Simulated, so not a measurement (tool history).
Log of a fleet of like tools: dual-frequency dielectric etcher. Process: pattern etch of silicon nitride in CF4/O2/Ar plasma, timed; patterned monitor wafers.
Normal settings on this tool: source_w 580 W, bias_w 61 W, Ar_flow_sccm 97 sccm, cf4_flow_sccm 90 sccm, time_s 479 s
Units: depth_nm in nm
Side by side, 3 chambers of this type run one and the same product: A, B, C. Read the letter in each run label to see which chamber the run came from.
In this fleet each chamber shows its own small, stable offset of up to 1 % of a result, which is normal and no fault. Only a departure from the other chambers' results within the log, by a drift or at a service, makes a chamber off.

run   hour  source_w  bias_w  Ar_flow_sccm  cf4_flow_sccm  time_s  read-back reference wafer on the same gauge, depth_nm  depth_nm
 1B    5.7       580      61            97             90     479                                                 900.24    1112.2
 2C   15.3       580      61            97             90     479                                                 899.67    1096.1
 3A   21.5       580      61            97             90     479                                                 899.82    1098.8
 4C     34       580      61            97             90     479                                                 900.04    1100.7
 5A   44.1       580      61            97             90     479                                                 899.97    1100.7
 6B   56.2       580      61           108             90     479                                                 899.76    1098.2
      60.9  -- chamber A: wet clean of the chamber
 7B     62       580      61           108             90     479                                                 899.83      1095
 8A     71       580      61           108             90     479                                                 899.94    1090.7
 9C     81       580      61            97             90     479                                                 900.76    1099.3
10C   89.3       580      61            97             90     479                                                 899.78    1103.7
11B   98.9       580      61            86             90     479                                                 900.44    1133.7
12A  106.4       580      61            86             90     479                                                 900.11      1116
13A  114.1       580      61            86             90     479                                                 900.52    1117.7
     118.6  -- chamber C: wet clean of the chamber
14C  120.8       580      61            97             90     479                                                 900.14    1104.1
     122.1  -- chamber A: source power generator calibrated
15B  132.3       680      61            97            110     479                                                 900.61    1303.6
16B  139.1       680      61            97            110     479                                                 899.77    1306.9
17A  144.8       680      61            97            110     479                                                  900.6    1327.5
18C  152.9       580      61            97             90     479                                                 899.88    1102.6
19B  158.5       580      61            97             90   400.5                                                 900.24    937.02
20A  165.7       580      61            97             90   400.5                                                 899.71    944.28
21C  172.2       580      61            97             90   400.5                                                 899.95    923.27
22A  183.9       580      61            97             90     479                                                 899.61    1131.3
23C  192.9       580      61            97             90     479                                                 899.72    1100.1
24B  198.6       580      61            97             90     479                                                 899.85    1108.9
25A  209.2       580      61            97             90     479                                                 899.99    1130.5
26B    216       580      61            97             90     479                                                 900.07    1112.8
27C  223.1       580      61            97             90     479                                                 899.91    1098.5
28B  228.6       580      61            97             90     479                                                 899.57    1110.9

Each of the 3 chambers runs these same settings next. Fill in every chamber's results:
29A  237.7       580      61            97             90     479                                                                ?
29B  237.7       580      61            97             90     479                                                                ?
29C  237.7       580      61            97             90     479                                                                ?

run  depth_nm
29A    1126.6
29B    1108.6
29C    1099.9

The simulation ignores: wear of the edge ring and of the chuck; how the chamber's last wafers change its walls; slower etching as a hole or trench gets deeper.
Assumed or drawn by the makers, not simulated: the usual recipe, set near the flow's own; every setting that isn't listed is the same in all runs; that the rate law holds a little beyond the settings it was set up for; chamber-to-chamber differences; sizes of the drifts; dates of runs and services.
